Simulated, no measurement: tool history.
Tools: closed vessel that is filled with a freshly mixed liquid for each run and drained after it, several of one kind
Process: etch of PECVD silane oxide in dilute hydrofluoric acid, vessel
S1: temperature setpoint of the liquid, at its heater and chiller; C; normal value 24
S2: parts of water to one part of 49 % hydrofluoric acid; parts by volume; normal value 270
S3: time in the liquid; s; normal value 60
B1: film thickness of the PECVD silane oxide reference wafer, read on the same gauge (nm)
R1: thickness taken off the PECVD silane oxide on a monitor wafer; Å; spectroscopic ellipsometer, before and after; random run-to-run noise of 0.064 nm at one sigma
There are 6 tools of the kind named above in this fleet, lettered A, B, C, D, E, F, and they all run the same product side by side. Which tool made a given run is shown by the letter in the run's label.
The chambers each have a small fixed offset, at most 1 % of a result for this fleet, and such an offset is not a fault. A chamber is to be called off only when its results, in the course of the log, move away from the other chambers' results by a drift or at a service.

{"run": "1B", "day": 0.221, "S1": 24, "S2": 270, "S3": 60, "B1": 130, "R1": 77.617}
{"run": "2D", "day": 0.454, "S1": 24, "S2": 270, "S3": 60, "B1": 129.99, "R1": 77.743}
{"run": "3E", "day": 0.712, "S1": 24, "S2": 270, "S3": 60, "B1": 130.01, "R1": 77.314}
{"run": "4F", "day": 1.017, "S1": 24, "S2": 270, "S3": 60, "B1": 130.01, "R1": 78.717}
{"run": "5C", "day": 1.25, "S1": 24, "S2": 270, "S3": 60, "B1": 129.98, "R1": 77.982}
{"run": "6A", "day": 1.45, "S1": 24, "S2": 270, "S3": 60, "B1": 129.96, "R1": 78.423}
{"run": "7E", "day": 1.838, "S1": 24, "S2": 270, "S3": 60, "B1": 129.98, "R1": 76.22}
{"run": "8B", "day": 2.1, "S1": 24, "S2": 390, "S3": 90, "B1": 129.99, "R1": 72.116}
{"run": "9C", "day": 2.471, "S1": 24, "S2": 390, "S3": 90, "B1": 129.94, "R1": 70.885}
{"run": "10A", "day": 2.721, "S1": 24, "S2": 390, "S3": 90, "B1": 130.02, "R1": 72.371}
{"run": "11F", "day": 3.004, "S1": 24, "S2": 390, "S3": 90, "B1": 129.99, "R1": 72.505}
{"day": 3.029, "done": "chamber F: hydrofluoric acid flow meter replaced"}
{"run": "12D", "day": 3.308, "S1": 24, "S2": 390, "S3": 90, "B1": 130.02, "R1": 71.674}
{"day": 3.333, "done": "chamber E: hydrofluoric acid flow meter replaced"}
{"day": 3.504, "done": "chamber C: thermometer replaced"}
{"run": "13C", "day": 3.6, "S1": 24, "S2": 390, "S3": 90, "B1": 129.98, "R1": 71.302}
{"run": "14F", "day": 3.967, "S1": 24, "S2": 270, "S3": 70, "B1": 130.02, "R1": 91.448}
{"run": "15D", "day": 4.258, "S1": 24, "S2": 270, "S3": 70, "B1": 129.99, "R1": 89.851}
{"run": "16E", "day": 4.496, "S1": 24, "S2": 270, "S3": 70, "B1": 129.99, "R1": 90.815}
{"run": "17A", "day": 4.888, "S1": 24, "S2": 270, "S3": 70, "B1": 130.02, "R1": 90.123}
{"run": "18B", "day": 5.3, "S1": 24, "S2": 270, "S3": 70, "B1": 130, "R1": 90.305}
{"run": "19A", "day": 5.625, "S1": 24, "S2": 270, "S3": 70, "B1": 130, "R1": 91.324}
{"run": "20D", "day": 5.992, "S1": 24, "S2": 270, "S3": 60, "B1": 129.99, "R1": 75.573}
{"run": "21E", "day": 6.225, "S1": 24, "S2": 270, "S3": 60, "B1": 130, "R1": 77.707}
{"run": "22F", "day": 6.55, "S1": 24, "S2": 270, "S3": 60, "B1": 129.98, "R1": 77.451}
{"run": "23C", "day": 6.808, "S1": 24, "S2": 270, "S3": 60, "B1": 129.98, "R1": 77.665}
{"run": "24B", "day": 7.138, "S1": 24, "S2": 270, "S3": 60, "B1": 130.01, "R1": 77.261}
{"run": "25A", "day": 7.508, "S1": 26, "S2": 360, "S3": 60, "B1": 129.97, "R1": 56.731}
{"run": "26C", "day": 7.708, "S1": 26, "S2": 360, "S3": 60, "B1": 130.02, "R1": 57.159}
{"run": "27E", "day": 7.908, "S1": 26, "S2": 360, "S3": 60, "B1": 130.05, "R1": 57.09}
{"day": 7.917, "done": "chamber B: hydrofluoric acid flow meter replaced"}
{"run": "28B", "day": 8.146, "S1": 26, "S2": 360, "S3": 60, "B1": 130.03, "R1": 56.967}
{"run": "29D", "day": 8.525, "S1": 26, "S2": 360, "S3": 60, "B1": 129.98, "R1": 53.327}
{"run": "30F", "day": 8.867, "S1": 26, "S2": 360, "S3": 60, "B1": 129.99, "R1": 56.309}
{"run": "31C", "day": 9.158, "S1": 24, "S2": 270, "S3": 60, "B1": 129.96, "R1": 76.396}
{"run": "32A", "day": 9.362, "S1": 24, "S2": 270, "S3": 60, "B1": 130.01, "R1": 78.139}
{"run": "33D", "day": 9.662, "S1": 24, "S2": 270, "S3": 60, "B1": 129.97, "R1": 72.71}
{"run": "34B", "day": 9.962, "S1": 24, "S2": 270, "S3": 60, "B1": 130, "R1": 76.815}
{"run": "35F", "day": 10.325, "S1": 24, "S2": 270, "S3": 60, "B1": 130.02, "R1": 78.68}
{"run": "36E", "day": 10.621, "S1": 24, "S2": 270, "S3": 60, "B1": 129.99, "R1": 77.392}
{"run": "37E", "day": 10.817, "S1": 20.5, "S2": 270, "S3": 60, "B1": 130.01, "R1": 67.849}
{"run": "38C", "day": 11.038, "S1": 20.5, "S2": 270, "S3": 60, "B1": 130.02, "R1": 68.333}
{"run": "39B", "day": 11.242, "S1": 20.5, "S2": 270, "S3": 60, "B1": 130.01, "R1": 68.18}
{"run": "40D", "day": 11.588, "S1": 20.5, "S2": 270, "S3": 60, "B1": 130.01, "R1": 61.359}
{"run": "41A", "day": 11.9, "S1": 20.5, "S2": 270, "S3": 60, "B1": 129.97, "R1": 68.876}

The same settings go to every chamber for the next run, one line per chamber below. Forecast the results for each:
{"run": "42A", "day": 12.196, "S1": 24, "S2": 270, "S3": 35, "R1": "?"}
{"run": "42B", "day": 12.196, "S1": 24, "S2": 270, "S3": 35, "R1": "?"}
{"run": "42C", "day": 12.196, "S1": 24, "S2": 270, "S3": 35, "R1": "?"}
{"run": "42D", "day": 12.196, "S1": 24, "S2": 270, "S3": 35, "R1": "?"}
{"run": "42E", "day": 12.196, "S1": 24, "S2": 270, "S3": 35, "R1": "?"}
{"run": "42F", "day": 12.196, "S1": 24, "S2": 270, "S3": 35, "R1": "?"}

run=42A R1=45.279
run=42B R1=45.103
run=42C R1=45.128
run=42D R1=40.704
run=42E R1=44.323
run=42F R1=46.125
